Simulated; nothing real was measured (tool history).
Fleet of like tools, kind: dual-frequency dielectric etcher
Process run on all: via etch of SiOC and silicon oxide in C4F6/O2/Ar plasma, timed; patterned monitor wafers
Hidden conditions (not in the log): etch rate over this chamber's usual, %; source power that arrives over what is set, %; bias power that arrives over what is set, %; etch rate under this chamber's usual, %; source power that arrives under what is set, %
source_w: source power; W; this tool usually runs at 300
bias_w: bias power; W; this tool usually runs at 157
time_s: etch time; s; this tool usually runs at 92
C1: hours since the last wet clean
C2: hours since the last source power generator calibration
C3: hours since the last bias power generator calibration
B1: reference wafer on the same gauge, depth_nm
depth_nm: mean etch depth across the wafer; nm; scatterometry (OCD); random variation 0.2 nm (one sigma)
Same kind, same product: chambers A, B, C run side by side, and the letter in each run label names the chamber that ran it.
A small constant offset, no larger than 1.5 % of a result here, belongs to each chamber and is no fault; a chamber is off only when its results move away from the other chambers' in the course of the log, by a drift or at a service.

{"run": "1A", "hour": 12.0, "source_w": 300, "bias_w": 157, "time_s": 92, "C1": 288.6, "C2": 3179.9, "C3": 1528.4, "B1": 97.218, "depth_nm": 88.19}
{"run": "2C", "hour": 22.3, "source_w": 300, "bias_w": 157, "time_s": 92, "C1": 203, "C2": 194.9, "C3": 1560.6, "B1": 97.22, "depth_nm": 87.815}
{"run": "3B", "hour": 32.1, "source_w": 300, "bias_w": 157, "time_s": 92, "C1": 353.2, "C2": 1995.6, "C3": 3531.4, "B1": 97.13, "depth_nm": 89.29}
{"run": "4C", "hour": 45.5, "source_w": 300, "bias_w": 157, "time_s": 92, "C1": 226.2, "C2": 218.1, "C3": 1583.8, "B1": 97.198, "depth_nm": 87.663}
{"run": "5B", "hour": 58.9, "source_w": 300, "bias_w": 157, "time_s": 92, "C1": 380, "C2": 2022.4, "C3": 3558.2, "B1": 97.17, "depth_nm": 88.988}
{"run": "6A", "hour": 72.0, "source_w": 300, "bias_w": 157, "time_s": 92, "C1": 348.6, "C2": 3239.9, "C3": 1588.4, "B1": 97.202, "depth_nm": 88.405}
{"run": "7C", "hour": 83.1, "source_w": 300, "bias_w": 157, "time_s": 92, "C1": 263.8, "C2": 255.7, "C3": 1621.4, "B1": 97.264, "depth_nm": 87.648}
{"run": "8A", "hour": 96.0, "source_w": 300, "bias_w": 157, "time_s": 92, "C1": 372.6, "C2": 3263.9, "C3": 1612.4, "B1": 97.183, "depth_nm": 88.449}
{"run": "9B", "hour": 107.1, "source_w": 300, "bias_w": 157, "time_s": 92, "C1": 428.2, "C2": 2070.6, "C3": 3606.4, "B1": 97.196, "depth_nm": 88.836}
{"run": "10B", "hour": 116.4, "source_w": 300, "bias_w": 157, "time_s": 92, "C1": 437.5, "C2": 2079.9, "C3": 3615.7, "B1": 97.199, "depth_nm": 89.136}
{"run": "11A", "hour": 130.9, "source_w": 300, "bias_w": 157, "time_s": 92, "C1": 407.5, "C2": 3298.8, "C3": 1647.3, "B1": 97.192, "depth_nm": 88.539}
{"hour": 134.9, "done": "chamber B: wet clean of the chamber"}
{"hour": 138.8, "done": "chamber B: source power generator calibrated"}
{"run": "12C", "hour": 143.8, "source_w": 300, "bias_w": 157, "time_s": 92, "C1": 324.5, "C2": 316.4, "C3": 1682.1, "B1": 97.199, "depth_nm": 87.867}
{"run": "13A", "hour": 153.5, "source_w": 300, "bias_w": 138, "time_s": 113.5, "C1": 430.1, "C2": 3321.4, "C3": 1669.9, "B1": 97.213, "depth_nm": 104.12}
{"run": "14C", "hour": 163.6, "source_w": 300, "bias_w": 138, "time_s": 113.5, "C1": 344.3, "C2": 336.2, "C3": 1701.9, "B1": 97.209, "depth_nm": 104.27}
{"run": "15B", "hour": 173.4, "source_w": 300, "bias_w": 138, "time_s": 113.5, "C1": 38.6, "C2": 34.7, "C3": 3672.7, "B1": 97.228, "depth_nm": 106.79}
{"hour": 178.0, "done": "chamber C: wet clean of the chamber"}
{"run": "16B", "hour": 181.5, "source_w": 300, "bias_w": 157, "time_s": 92, "C1": 46.7, "C2": 42.8, "C3": 3680.8, "B1": 97.194, "depth_nm": 90.388}
{"run": "17C", "hour": 191.3, "source_w": 300, "bias_w": 171, "time_s": 103, "C1": 13.3, "C2": 363.9, "C3": 1729.6, "B1": 97.182, "depth_nm": 100.93}
{"run": "18A", "hour": 201.7, "source_w": 300, "bias_w": 171, "time_s": 103, "C1": 478.3, "C2": 3369.6, "C3": 1718.1, "B1": 97.208, "depth_nm": 101.7}
{"run": "19A", "hour": 209.7, "source_w": 300, "bias_w": 171, "time_s": 103, "C1": 486.3, "C2": 3377.6, "C3": 1726.1, "B1": 97.231, "depth_nm": 101.71}
{"run": "20B", "hour": 220.4, "source_w": 300, "bias_w": 134, "time_s": 92, "C1": 85.6, "C2": 81.7, "C3": 3719.7, "B1": 97.158, "depth_nm": 86.128}
{"run": "21C", "hour": 233.1, "source_w": 300, "bias_w": 134, "time_s": 92, "C1": 55.1, "C2": 405.7, "C3": 1771.4, "B1": 97.173, "depth_nm": 83.592}
{"run": "22B", "hour": 243.1, "source_w": 300, "bias_w": 134, "time_s": 92, "C1": 108.3, "C2": 104.4, "C3": 3742.4, "B1": 97.204, "depth_nm": 86.144}
{"run": "23C", "hour": 256.9, "source_w": 300, "bias_w": 157, "time_s": 92, "C1": 78.9, "C2": 429.5, "C3": 1795.2, "B1": 97.187, "depth_nm": 87.637}
{"run": "24A", "hour": 265.4, "source_w": 300, "bias_w": 157, "time_s": 92, "C1": 542, "C2": 3433.3, "C3": 1781.8, "B1": 97.222, "depth_nm": 88.041}
{"run": "25A", "hour": 278.2, "source_w": 300, "bias_w": 157, "time_s": 92, "C1": 554.8, "C2": 3446.1, "C3": 1794.6, "B1": 97.194, "depth_nm": 88.287}

For the next run the whole fleet of 3 chambers uses the same settings. Give each chamber's results:
{"run": "26A", "hour": 289.2, "source_w": 300, "bias_w": 157, "time_s": 92, "depth_nm": "?"}
{"run": "26B", "hour": 289.2, "source_w": 300, "bias_w": 157, "time_s": 92, "depth_nm": "?"}
{"run": "26C", "hour": 289.2, "source_w": 300, "bias_w": 157, "time_s": 92, "depth_nm": "?"}

run=26A depth_nm=88.501
run=26B depth_nm=90.533
run=26C depth_nm=87.84

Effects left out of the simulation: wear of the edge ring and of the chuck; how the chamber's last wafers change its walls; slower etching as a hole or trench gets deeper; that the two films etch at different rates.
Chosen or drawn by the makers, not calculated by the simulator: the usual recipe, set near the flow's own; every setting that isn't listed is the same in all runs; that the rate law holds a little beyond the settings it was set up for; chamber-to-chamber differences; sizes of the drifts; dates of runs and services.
